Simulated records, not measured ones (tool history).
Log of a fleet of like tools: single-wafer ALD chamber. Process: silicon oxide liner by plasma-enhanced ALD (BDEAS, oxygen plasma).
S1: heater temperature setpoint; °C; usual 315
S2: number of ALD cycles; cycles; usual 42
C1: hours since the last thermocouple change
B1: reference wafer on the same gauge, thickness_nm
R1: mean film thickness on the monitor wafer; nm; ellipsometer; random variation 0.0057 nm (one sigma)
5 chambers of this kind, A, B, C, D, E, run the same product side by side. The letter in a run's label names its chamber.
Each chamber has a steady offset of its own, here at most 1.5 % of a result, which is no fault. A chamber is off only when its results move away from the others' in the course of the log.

run   hour   S1  S2      C1      B1      R1
 1D    9.6  315  42   584.1  3.2586  3.8456
 2A   22.4  315  42   121.1  3.2605  3.8117
 3B   31.4  315  42  1132.5  3.2577  3.8663
 4E   41.3  315  42   562.1  3.2577  3.8279
 5C   49.8  315  42   815.6  3.2562  3.8258
 6E     61  315  42   581.8  3.2568  3.8295
 7C   74.5  305  42   840.3  3.2566  3.8775
 8A   82.9  305  42   181.6  3.2555  3.8619
 9D   91.7  305  42   666.2  3.2552  3.8929
10B  102.4  305  42  1203.5  3.2552  3.9146
11D  111.1  305  42   685.6  3.2555  3.9009
12B  120.9  315  42    1222  3.2545  3.8606
13A  129.4  315  42   228.1  3.2542   3.804
14E  142.7  329  35   663.5  3.2539  3.1206
15C  150.2  329  35     916  3.2525  3.1171
16E  158.9  329  35   679.7  3.2528  3.1261
17B  166.4  329  35  1267.5   3.252  3.1484
18A  175.8  329  35   274.5  3.2522  3.0994
19C  189.5  315  42   955.3  3.2524  3.8153
20D  203.2  315  42   777.7  3.2512  3.8358
21E  211.5  315  42   732.3  3.2513  3.8278
22A  219.9  315  42   318.6  3.2503  3.8037
23B  231.7  315  42  1332.8   3.249   3.858
24C  241.1  315  42  1006.9  3.2489  3.8183
25D  249.1  315  42   823.6  3.2477  3.8356
26B    261  315  42  1362.1  3.2481  3.8546
27C  271.1  315  42  1036.9  3.2473  3.8206
28D  277.2  315  42   851.7  3.2489   3.832
29E  288.6  308  42   809.4  3.2467  3.8486
30A    295  308  42   393.7  3.2457  3.8379
31E  306.7  308  42   827.5  3.2464   3.839
     316.6  -- chamber C: thermocouple changed; heater temperature recalibrated
32C  317.3  308  42     0.7  3.2443   3.847
33D  323.3  308  42   897.8  3.2457   3.876
34B  335.6  315  42  1436.7  3.2448  3.8536
35A  344.2  315  42   442.9  3.2444  3.7949
36E  352.8  315  42   873.6  3.2439  3.8121
37D  358.9  327  45   933.4  3.2425   4.033
38A  366.7  327  45   465.4  3.2432  3.9962
39C  377.9  327  45    61.3  3.2419   3.996
40B  388.6  327  45  1489.7  3.2425  4.0409
41E  397.6  327  45   918.4  3.2414  4.0165
42D    408  315  42   982.5  3.2401  3.8363
43C    421  315  50   104.4  3.2403  4.5358

What goes on in this fleet: one chamber off, a drifting gauge, or nothing beyond the chambers' own small offsets? Name the chamber and the cause, if any.

The gauge drifts, so all chambers seem to drift together. No chamber is off.
Cause: gauge reads low (%) = 0.615.
